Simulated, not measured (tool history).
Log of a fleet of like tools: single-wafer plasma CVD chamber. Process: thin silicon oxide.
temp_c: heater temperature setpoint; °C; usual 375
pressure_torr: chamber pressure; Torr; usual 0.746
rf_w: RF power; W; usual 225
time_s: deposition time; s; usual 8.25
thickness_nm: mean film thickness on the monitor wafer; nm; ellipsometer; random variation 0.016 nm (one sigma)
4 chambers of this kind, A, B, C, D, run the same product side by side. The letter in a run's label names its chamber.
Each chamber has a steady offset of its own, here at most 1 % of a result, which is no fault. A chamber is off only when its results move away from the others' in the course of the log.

run,hour,temp_c,pressure_torr,rf_w,time_s,"read-back reference wafer on the same gauge, thickness_nm",thickness_nm
1A,7.8,375,0.746,225,8.25,10.701,12.800
2B,17.3,375,0.746,225,8.25,10.701,12.776
3C,27.1,375,0.746,225,8.25,10.703,12.594
4D,36.9,375,0.746,225,8.25,10.709,12.671
5D,45.3,375,0.746,225,8.25,10.710,12.664
6B,55.1,375,0.746,225,8.25,10.712,12.779
7A,64.4,375,0.746,225,8.25,10.715,12.797
8C,70.8,375,0.746,250,8.25,10.713,13.223
9A,79.9,375,0.746,250,8.25,10.718,13.481
10B,88.8,375,0.746,250,8.25,10.718,13.484
11C,98.7,375,0.746,250,8.25,10.718,13.260
12D,105.3,375,0.746,225,8.25,10.725,12.678
13C,114.2,375,0.746,225,8.25,10.722,12.635
14B,123.0,375,0.746,225,8.25,10.722,12.821
# hour 123.7: chamber C: RF generator calibrated
15D,132.6,375,0.746,225,8.25,10.727,12.665
16A,137.4,375,0.746,225,8.25,10.725,12.825
17A,146.5,375,0.746,225,8.25,10.732,12.853
18B,152.8,375,0.746,225,8.25,10.730,12.825
19D,161.7,375,0.746,225,8.25,10.729,12.666
20C,171.9,375,0.746,225,8.25,10.734,12.660
21B,176.9,386,0.746,225,7.18,10.738,11.066
22D,184.0,386,0.746,225,7.18,10.736,10.968
23A,190.6,386,0.746,225,7.18,10.738,11.102
24C,196.8,386,0.746,225,7.18,10.741,10.954
25A,204.2,375,0.746,225,8.25,10.744,12.858
26D,209.9,375,0.746,225,8.25,10.740,12.704
27B,217.5,375,0.746,225,8.25,10.744,12.875
28C,227.4,375,0.746,225,8.25,10.745,12.682
29B,235.8,375,0.746,225,8.25,10.748,12.842
30D,245.1,375,0.746,225,8.25,10.753,12.701
31C,252.8,375,0.746,225,8.25,10.749,12.676
32A,259.5,375,0.746,225,8.25,10.749,12.859
33B,264.9,375,0.746,225,8.25,10.750,12.858

Is one chamber off against the others, does the gauge drift, or is nothing wrong? If a chamber is off, say which, and what the likeliest cause is.

The gauge drifts, so all chambers seem to drift together. No chamber is off.
Cause: gauge reads high (%) = 0.506.
